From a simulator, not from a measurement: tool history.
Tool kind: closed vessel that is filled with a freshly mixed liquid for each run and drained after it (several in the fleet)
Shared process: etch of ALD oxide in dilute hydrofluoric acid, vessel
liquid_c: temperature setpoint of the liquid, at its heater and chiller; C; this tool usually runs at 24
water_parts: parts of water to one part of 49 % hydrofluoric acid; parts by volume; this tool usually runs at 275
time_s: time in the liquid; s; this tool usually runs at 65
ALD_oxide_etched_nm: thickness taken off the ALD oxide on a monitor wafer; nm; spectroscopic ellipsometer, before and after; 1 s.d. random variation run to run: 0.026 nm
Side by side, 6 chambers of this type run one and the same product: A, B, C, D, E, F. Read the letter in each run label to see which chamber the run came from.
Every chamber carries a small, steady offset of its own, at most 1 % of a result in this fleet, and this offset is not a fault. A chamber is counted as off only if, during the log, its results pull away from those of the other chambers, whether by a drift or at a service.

run,hour,liquid_c,water_parts,time_s,"read-back film thickness of the ALD oxide reference wafer, read on the same gauge (nm)",ALD_oxide_etched_nm
1D,4.8,24,275,65,49.98,4.4997
2B,7.9,24,275,65,49.979,4.5249
3A,13.3,24,275,65,49.993,4.4706
4E,17.6,24,275,65,50.004,4.5318
5C,21.7,24,275,65,50,4.4806
6F,26.7,24,275,65,49.993,4.5303
7F,32,24,275,65,49.98,4.4776
8C,35.5,24,275,65,50.005,4.4924
9D,39.6,21,275,45,50.008,2.8024
10B,42.4,21,275,45,49.993,2.8057
11A,48,21,275,45,50.017,2.8015
12E,52.7,21,275,45,50.005,2.8074
13F,56.1,21,275,45,50.008,2.8139
14D,59.9,21,275,45,49.998,2.7704
15A,64.2,24,275,65,50.014,4.494
16E,69.3,24,275,65,49.991,4.4934
17B,73.9,24,335,65,50.006,3.5176
18C,79.3,24,335,65,50.012,3.5052
19C,84.7,24,335,65,49.996,3.4733
20D,88.3,24,335,65,50.018,3.5254
21F,91.3,24,335,65,50.009,3.491
22B,96.6,24,335,65,50.019,3.4879
23E,100,24,275,65,50.007,4.5094
24A,103.1,24,275,65,50.017,4.4667
25C,108.3,24,275,65,50.014,4.4832
26A,113,24,275,65,50.002,4.5305
27B,116.6,24,275,65,49.998,4.5462
28E,121,24,275,65,49.998,4.5004
29F,125.1,24,275,65,50.002,4.5165
30D,129,24,275,65,50.005,4.6877
31C,133.9,24,275,65,50,4.4756
32D,136.6,24,275,65,49.988,4.6334
33E,141.7,24,275,65,50.028,4.5402
34F,146.4,24,200,80,49.997,8.339
35A,152,24,200,80,49.992,8.2272
36B,156.4,24,200,80,50.004,8.3607
37A,161,24,200,80,50.002,8.3903
38D,166.6,24,200,80,50.007,8.5398
39E,169.7,24,200,80,50.028,8.3064
40C,175,24,275,65,49.992,4.5183
41B,178,24,275,65,49.994,4.5252
42F,183.3,24,275,65,50.029,4.499

Has any chamber moved away from the others, gradually or after a service, or does the common gauge drift, or do the chambers differ only by their own small steady offsets? State the chamber and the most likely cause if one applies.

Little by little, chamber D moves away from the other chambers.
Likeliest cause: hydrofluoric acid flow above the setpoint (%) = 4.85.
From this log alone, it may not be told apart from: liquid hotter than its thermometer reads (K).

Below are 4 candidate recipes for chamber D's next run, each the usual settings with a change, their results shown as question marks. Which of them brings D's results back in line with what the other chambers give on the usual settings?
Allowed miss from the other chambers' usual-settings mean, per result, to count as in line: ALD_oxide_etched_nm 0.092 nm
43D-1,187.4,27,275,65,,?
43D-2,187.4,21,275,65,,?
43D-3,187.4,25.5,275,65,,?
43D-4,187.4,22.5,275,65,,?

Average result of the remaining chambers running the usual settings: ALD_oxide_etched_nm 4.5185 nm
run,ALD_oxide_etched_nm
43D-1,5.3035
43D-2,4.2974
43D-3,5.0388
43D-4,4.5358
The answer is 43D-4, which returns the chamber to within the allowed miss of the others.
